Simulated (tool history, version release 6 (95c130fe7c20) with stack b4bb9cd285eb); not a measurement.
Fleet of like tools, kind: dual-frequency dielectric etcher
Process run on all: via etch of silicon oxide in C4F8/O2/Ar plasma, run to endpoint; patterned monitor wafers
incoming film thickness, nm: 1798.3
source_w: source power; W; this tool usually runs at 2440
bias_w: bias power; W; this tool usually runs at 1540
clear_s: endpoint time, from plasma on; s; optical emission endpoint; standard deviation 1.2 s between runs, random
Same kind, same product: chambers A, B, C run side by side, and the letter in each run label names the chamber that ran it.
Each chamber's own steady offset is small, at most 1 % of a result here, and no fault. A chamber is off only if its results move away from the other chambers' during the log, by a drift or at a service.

| run | hour | source_w | bias_w | clear_s |
|---|---|---|---|---|
| 1A | 4.7 | 2440 | 1540 | 353.12 |
| 2C | 10.3 | 2440 | 1540 | 352.3 |
| 3B | 14.4 | 2440 | 1540 | 350.98 |
| 4A | 17.8 | 2440 | 1540 | 355.01 |
| 5C | 23.1 | 2440 | 1540 | 350.94 |
| 6B | 27.5 | 2440 | 1540 | 349.69 |
|  | 28.7 | chamber B: wet clean of the chamber |
| 7B | 30.9 | 2440 | 1540 | 349.76 |
| 8A | 36.6 | 2440 | 1540 | 355.55 |
| 9C | 43.9 | 2440 | 1540 | 355.3 |
| 10C | 50.3 | 2440 | 1540 | 354.34 |
| 11B | 54.1 | 2440 | 1540 | 349.33 |
| 12A | 60.9 | 2440 | 1540 | 354.64 |
| 13B | 65.3 | 2440 | 1540 | 348.13 |
| 14A | 71.4 | 2440 | 1540 | 355.15 |
| 15C | 76.9 | 2440 | 1540 | 359.28 |
| 16A | 82.1 | 2980 | 1540 | 327.33 |
| 17B | 88.1 | 2980 | 1540 | 320.64 |
| 18C | 93 | 2980 | 1540 | 331.11 |
| 19C | 97.2 | 2440 | 1540 | 358.32 |
| 20A | 104.6 | 2440 | 1540 | 356.94 |
| 21B | 111.4 | 2440 | 1540 | 350.31 |
| 22B | 118.9 | 1900 | 1846 | 369.1 |
| 23A | 124.4 | 1900 | 1846 | 375.8 |
| 24C | 130.2 | 1900 | 1846 | 380.16 |
| 25C | 135.8 | 2440 | 1540 | 362.21 |
| 26B | 139.9 | 2870 | 1736 | 316.21 |
| 27A | 143.8 | 2870 | 1736 | 322.1 |
| 28A | 151 | 2870 | 1736 | 321.87 |

All chambers now run identical settings, listed one chamber a line with results as question marks. What results will each chamber show?
| 29A | 156.5 | 2440 | 1724 | ? |
| 29B | 156.5 | 2440 | 1724 | ? |
| 29C | 156.5 | 2440 | 1724 | ? |

| run | clear_s |
|---|---|
| 29A | 345.47 |
| 29B | 338.93 |
| 29C | 354.85 |

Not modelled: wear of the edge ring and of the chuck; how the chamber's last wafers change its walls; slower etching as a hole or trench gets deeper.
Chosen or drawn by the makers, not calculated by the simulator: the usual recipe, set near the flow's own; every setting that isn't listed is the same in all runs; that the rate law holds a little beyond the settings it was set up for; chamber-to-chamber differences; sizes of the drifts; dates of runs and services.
